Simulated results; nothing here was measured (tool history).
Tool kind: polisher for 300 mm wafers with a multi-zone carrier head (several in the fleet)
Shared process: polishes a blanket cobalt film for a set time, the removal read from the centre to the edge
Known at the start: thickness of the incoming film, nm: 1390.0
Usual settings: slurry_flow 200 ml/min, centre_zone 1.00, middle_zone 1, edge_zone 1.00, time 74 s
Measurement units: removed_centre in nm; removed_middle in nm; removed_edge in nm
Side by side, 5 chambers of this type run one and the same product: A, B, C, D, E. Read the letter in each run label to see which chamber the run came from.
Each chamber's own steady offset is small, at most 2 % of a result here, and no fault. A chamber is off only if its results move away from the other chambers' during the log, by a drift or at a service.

| run | hour | slurry_flow | centre_zone | middle_zone | edge_zone | time | wafers polished on this pad | hours since the slurry nozzle was cleaned | hours since the centre zone pressure was calibrated | hours since the edge zone pressure was calibrated | removed_centre | removed_middle | removed_edge |
|---|---|---|---|---|---|---|---|---|---|---|---|---|---|
| 1D | 5.8 | 200 | 1.00 | 1 | 1.00 | 74 | 701 | 252.4 | 209.5 | 1125.5 | 281.41 | 279.34 | 273.91 |
| 2B | 11.8 | 200 | 1.00 | 1 | 1.00 | 74 | 404 | 77.8 | 450.7 | 244.2 | 273.08 | 274.71 | 272.48 |
| 3C | 15.5 | 200 | 1.00 | 1 | 1.00 | 74 | 901 | 632.8 | 277.1 | 703.4 | 271.29 | 274.17 | 281.07 |
| 4A | 19.6 | 200 | 1.00 | 1 | 1.00 | 74 | 696 | 372.6 | 200.7 | 246.1 | 268.24 | 280.26 | 269.81 |
| 5E | 23.4 | 200 | 1.00 | 1 | 1.00 | 74 | 863 | 329.0 | 715.0 | 693.8 | 270.27 | 273.31 | 281.00 |
| 6D | 28.4 | 200 | 1.00 | 1 | 1.00 | 74 | 833 | 275.0 | 232.1 | 1148.1 | 269.29 | 278.64 | 271.54 |
| 7A | 33.5 | 200 | 1.00 | 1 | 1.00 | 53 | 777 | 386.5 | 214.6 | 260.0 | 197.45 | 201.20 | 198.64 |
|  | 34.8 | chamber B: worn pad replaced by a new one |
| 8E | 38.0 | 200 | 1.00 | 1 | 1.00 | 53 | 948 | 343.6 | 729.6 | 708.4 | 201.28 | 196.97 | 202.85 |
| 9C | 43.9 | 200 | 1.00 | 1 | 1.00 | 53 | 1067 | 661.2 | 305.5 | 731.8 | 201.41 | 198.34 | 197.19 |
|  | 46.6 | chamber C: slurry nozzle cleaned |
| 10B | 48.6 | 200 | 1.00 | 1 | 1.00 | 53 | 80 | 114.6 | 487.5 | 281.0 | 199.75 | 200.24 | 196.53 |
| 11B | 51.7 | 200 | 1.00 | 1 | 1.00 | 53 | 98 | 117.7 | 490.6 | 284.1 | 198.29 | 197.09 | 196.41 |
| 12A | 56.4 | 200 | 1.00 | 1 | 1.00 | 74 | 910 | 409.4 | 237.5 | 282.9 | 266.47 | 271.23 | 280.82 |
| 13E | 60.7 | 200 | 1.00 | 1 | 1.00 | 74 | 1081 | 366.3 | 752.3 | 731.1 | 266.99 | 273.25 | 269.35 |
| 14D | 64.0 | 200 | 1.00 | 1 | 1.00 | 74 | 1040 | 310.6 | 267.7 | 1183.7 | 280.41 | 280.42 | 279.15 |
| 15C | 68.8 | 200 | 1.00 | 1 | 1.00 | 74 | 1212 | 22.3 | 330.4 | 756.7 | 276.31 | 271.17 | 272.85 |
| 16B | 74.0 | 200 | 1.00 | 1 | 1.00 | 74 | 228 | 140.0 | 512.9 | 306.4 | 277.23 | 280.78 | 281.16 |
| 17A | 77.7 | 200 | 1.00 | 1 | 1.00 | 74 | 1035 | 430.7 | 258.8 | 304.2 | 265.60 | 270.82 | 267.70 |
|  | 81.0 | chamber C: worn pad replaced by a new one |
| 18E | 81.5 | 200 | 1.00 | 1 | 1.00 | 74 | 1202 | 387.1 | 773.1 | 751.9 | 275.98 | 275.08 | 276.72 |
| 19D | 84.4 | 200 | 1.00 | 1 | 1.00 | 74 | 1160 | 331.0 | 288.1 | 1204.1 | 274.94 | 275.16 | 266.68 |
| 20C | 89.5 | 200 | 1.00 | 1 | 1.00 | 74 | 49 | 43.0 | 351.1 | 777.4 | 274.24 | 277.93 | 276.00 |
| 21D | 92.3 | 200 | 1.00 | 1 | 1.00 | 74 | 1206 | 338.9 | 296.0 | 1212.0 | 273.30 | 277.00 | 270.70 |
|  | 94.4 | chamber D: edge zone pressure recalibrated |
| 22E | 95.6 | 200 | 1.00 | 1 | 1.00 | 74 | 1285 | 401.2 | 787.2 | 766.0 | 275.32 | 276.59 | 278.37 |
|  | 97.8 | chamber E: worn pad replaced by a new one |
| 23A | 99.8 | 200 | 1.00 | 1 | 1.00 | 74 | 1164 | 452.8 | 280.9 | 326.3 | 268.98 | 266.13 | 278.38 |
|  | 104.1 | chamber D: worn pad replaced by a new one |
| 24B | 105.7 | 200 | 1.00 | 1 | 1.05 | 74 | 413 | 171.7 | 544.6 | 338.1 | 277.95 | 275.72 | 275.87 |
| 25C | 109.4 | 200 | 1.00 | 1 | 1.05 | 74 | 166 | 62.9 | 371.0 | 797.3 | 279.07 | 276.28 | 281.53 |
| 26E | 113.8 | 200 | 1.00 | 1 | 1.05 | 74 | 93 | 419.4 | 805.4 | 784.2 | 278.77 | 277.72 | 283.19 |
| 27C | 116.8 | 200 | 1.00 | 1 | 1.05 | 74 | 209 | 70.3 | 378.4 | 804.7 | 279.33 | 280.89 | 284.66 |
| 28B | 121.9 | 200 | 1.00 | 1 | 1.05 | 74 | 508 | 187.9 | 560.8 | 354.3 | 276.53 | 281.15 | 278.32 |
| 29A | 126.5 | 200 | 1.00 | 1 | 1.00 | 74 | 1320 | 479.5 | 307.6 | 353.0 | 259.46 | 264.62 | 268.44 |
| 30D | 131.5 | 200 | 1.00 | 1 | 1.00 | 74 | 160 | 378.1 | 335.2 | 37.1 | 275.30 | 273.94 | 275.21 |
| 31D | 135.5 | 200 | 1.00 | 1 | 1.00 | 74 | 183 | 382.1 | 339.2 | 41.1 | 278.13 | 281.52 | 274.60 |
| 32E | 140.2 | 200 | 1.00 | 1 | 1.00 | 74 | 247 | 445.8 | 831.8 | 810.6 | 266.84 | 276.62 | 273.11 |
| 33B | 145.9 | 135 | 1.09 | 1 | 1.00 | 74 | 648 | 211.9 | 584.8 | 378.3 | 278.66 | 263.28 | 261.76 |
| 34A | 149.4 | 135 | 1.09 | 1 | 1.00 | 74 | 1453 | 502.4 | 330.5 | 375.9 | 252.13 | 241.53 | 244.58 |
| 35C | 154.3 | 135 | 1.09 | 1 | 1.00 | 74 | 428 | 107.8 | 415.9 | 842.2 | 281.63 | 257.57 | 263.78 |
|  | 154.8 | chamber B: worn pad replaced by a new one |
| 36A | 159.9 | 135 | 1.09 | 1 | 1.00 | 74 | 1515 | 512.9 | 341.0 | 386.4 | 251.19 | 240.85 | 244.49 |
| 37D | 163.1 | 135 | 1.09 | 1 | 1.00 | 74 | 344 | 409.7 | 366.8 | 68.7 | 283.97 | 265.79 | 259.82 |
| 38B | 168.9 | 200 | 1.00 | 1 | 1.00 | 74 | 82 | 234.9 | 607.8 | 401.3 | 270.34 | 278.33 | 272.51 |
| 39E | 172.5 | 200 | 1.00 | 1 | 1.00 | 74 | 436 | 478.1 | 864.1 | 842.9 | 275.81 | 274.04 | 270.10 |

For the next run the whole fleet of 5 chambers uses the same settings. Give each chamber's results:
| 40A | 177.0 | 200 | 1.00 | 1 | 1.00 | 74 |  |  |  |  | ? | ? | ? |
| 40B | 177.0 | 200 | 1.00 | 1 | 1.00 | 74 |  |  |  |  | ? | ? | ? |
| 40C | 177.0 | 200 | 1.00 | 1 | 1.00 | 74 |  |  |  |  | ? | ? | ? |
| 40D | 177.0 | 200 | 1.00 | 1 | 1.00 | 74 |  |  |  |  | ? | ? | ? |
| 40E | 177.0 | 200 | 1.00 | 1 | 1.00 | 74 |  |  |  |  | ? | ? | ? |

| run | removed_centre | removed_middle | removed_edge |
|---|---|---|---|
| 40A | 251.30 | 256.02 | 262.15 |
| 40B | 278.73 | 277.80 | 275.01 |
| 40C | 280.09 | 275.17 | 278.98 |
| 40D | 279.36 | 279.32 | 270.66 |
| 40E | 274.62 | 275.59 | 277.29 |

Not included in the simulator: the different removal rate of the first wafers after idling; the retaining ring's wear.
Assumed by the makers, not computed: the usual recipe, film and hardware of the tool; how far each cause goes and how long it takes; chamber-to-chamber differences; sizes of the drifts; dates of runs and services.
